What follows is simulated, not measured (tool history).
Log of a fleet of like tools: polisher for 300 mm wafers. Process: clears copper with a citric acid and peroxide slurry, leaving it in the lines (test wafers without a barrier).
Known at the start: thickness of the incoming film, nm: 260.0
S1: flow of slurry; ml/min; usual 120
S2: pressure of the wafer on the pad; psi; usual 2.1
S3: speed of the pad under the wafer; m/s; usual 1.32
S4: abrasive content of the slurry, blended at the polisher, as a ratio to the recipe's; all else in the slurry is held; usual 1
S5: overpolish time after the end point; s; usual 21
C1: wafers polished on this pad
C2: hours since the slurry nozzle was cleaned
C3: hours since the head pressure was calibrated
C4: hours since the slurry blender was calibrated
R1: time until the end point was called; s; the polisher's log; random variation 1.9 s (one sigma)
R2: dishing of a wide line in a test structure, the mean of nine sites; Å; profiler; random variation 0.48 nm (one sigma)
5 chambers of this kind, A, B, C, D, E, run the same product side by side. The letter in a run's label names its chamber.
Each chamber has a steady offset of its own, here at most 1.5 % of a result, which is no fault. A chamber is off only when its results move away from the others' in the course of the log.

run   hour   S1   S2    S3   S4  S5    C1     C2      C3     C4      R1      R2
 1C    4.7  120  2.1  1.32    1  21   224    124   945.5   14.5  120.29  214.44
 2B    8.4  120  2.1  1.32    1  21   900  523.3    63.6   37.6  121.88  213.86
 3D   10.8  120  2.1  1.32    1  21   396  184.6   600.8  170.8  118.24  221.42
 4E   16.2  120  2.1  1.32    1  21   666  167.2   103.3  123.8  116.08  217.89
      16.7  -- chamber B: worn pad replaced by a new one
 5A   19.8  120  2.1  1.32    1  21   468   20.6   226.3  165.4  119.43  217.64
      22.3  -- chamber D: slurry blender recalibrated
 6B   23.6  120  2.1  1.32    1  21    65  538.5    78.8   52.8  121.97  217.62
      27.7  -- chamber A: worn pad replaced by a new one
 7D   28.1  120  2.1  1.32    1  21   559  201.9   618.1    5.9  119.13  215.83
 8E   33.2  120  2.1  1.32    1  21   826  184.2   120.3  140.8   117.1  218.47
 9C   36.9  120  2.1  1.32    1  21   527  156.2   977.7   46.7  117.81  223.49
10A   41.6  120  2.1  1.32    1  21   131   42.4   248.1  187.2  119.13  222.38
      42.2  -- chamber A: slurry blender recalibrated
11A   45.1  120  2.1  1.32    1  21   164   45.9   251.6    2.9  119.83  214.98
      46.9  -- chamber C: worn pad replaced by a new one
12C   49.7  120  2.6  1.32    1  21    26    169   990.5   59.5  101.38  244.75
13B   52.5  120  2.6  1.32    1  21   337  567.4   107.7   81.7  96.501  237.42
14D     55  120  2.6  1.32    1  21   812  228.8     645   32.8  94.616   244.6
15E   59.7  120  2.6  1.32    1  21  1076  210.7   146.8  167.3  100.22   255.4
      61.6  -- chamber D: worn pad replaced by a new one
      63.3  -- chamber E: worn pad replaced by a new one
16B   64.9  120  2.6  1.32    1  21   454  579.8   120.1   94.1  95.257  235.12
17E   67.7  120  2.1  1.32    1  21    42  218.7   154.8  175.3  117.36  222.81
18C   70.1  120  2.1  1.32    1  21   219  189.4  1010.9   79.9  120.34   222.5
19D   75.2  120  2.1  1.32    1  21   128    249   665.2     53     121  211.89
20A     79  120  2.1  1.32    1  21   483   79.8   285.5   36.8   120.2  215.11
      81.5  -- chamber D: head pressure recalibrated
21B   83.3  120  2.1  1.32    1  21   628  598.2   138.5  112.5  119.36  208.21
22E   86.9  120  2.1  1.32    1  21   222  237.9     174  194.5  119.12  220.83
      87.7  -- chamber A: worn pad replaced by a new one
23D   92.3  120  2.1  1.32    1  21   289  266.1    10.8   70.1   119.6  213.99
24A   95.9  120  2.1  1.32    1  21    78   96.7   302.4   53.7   121.1   220.1
      96.9  -- chamber B: slurry blender recalibrated
25C  100.4  120  2.1  1.32  0.8  25   504  219.7  1041.2  110.2  126.24  234.97
26B  102.8  120  2.1  1.32  0.8  25   811  617.7     158    5.9     127  231.77
     102.9  -- chamber D: slurry nozzle cleaned
27A  107.9  120  2.1  1.32  0.8  25   191  108.7   314.4   65.7  125.32  225.27
28C    111  120  2.1  1.32  0.8  25   604  230.3  1051.8  120.8  127.06  240.59
       112  -- chamber C: worn pad replaced by a new one
29D  113.9  120  2.1  1.32  0.8  25   493   11.1    32.4   91.7  125.15  237.09
30E  117.5  105  2.1  1.32    1  17   511  268.5   204.6  225.1   128.8  187.18
     118.2  -- chamber B: worn pad replaced by a new one
31B  121.5  105  2.1  1.32    1  17    31  636.4   176.7   24.6  122.04  188.28
32C  125.5  105  2.1  1.32    1  17   127  244.8  1066.3  135.3  126.96  189.59
33A  130.4  105  2.1  1.32    1  17   403  131.2   336.9   88.2  120.64  194.35
     131.2  -- chamber C: head pressure recalibrated
34D  135.1  105  2.1  1.32    1  17   692   32.3    53.6  112.9  126.73  186.24
35E  139.9   95  2.1  1.32    1  21   722  290.9     227  247.5  132.07  209.07
36D  145.1   95  2.1  1.32    1  21   787   42.3    63.6  122.9   128.3  216.73
37B  148.1   95  2.1  1.32    1  21   282    663   203.3   51.2  129.16   208.9
38C  153.1   95  2.1  1.32    1  21   387  272.4      22  162.9  128.89  217.07
39A    158   95  2.1  1.32    1  21   663  158.8   364.5  115.8  123.43  211.46
40E    161  120  2.1  1.32    1  21   921    312   248.1  268.6  124.78  204.83

Next, every chamber runs the same settings. What will each give?
41A  164.9  120  2.1  1.14   1  21                   ?   ?
41B  164.9  120  2.1  1.14   1  21                   ?   ?
41C  164.9  120  2.1  1.14   1  21                   ?   ?
41D  164.9  120  2.1  1.14   1  21                   ?   ?
41E  164.9  120  2.1  1.14   1  21                   ?   ?

run      R1      R2
41A  134.24   201.3
41B  136.96  195.57
41C  136.86  204.82
41D  137.07  198.08
41E  147.56   194.6
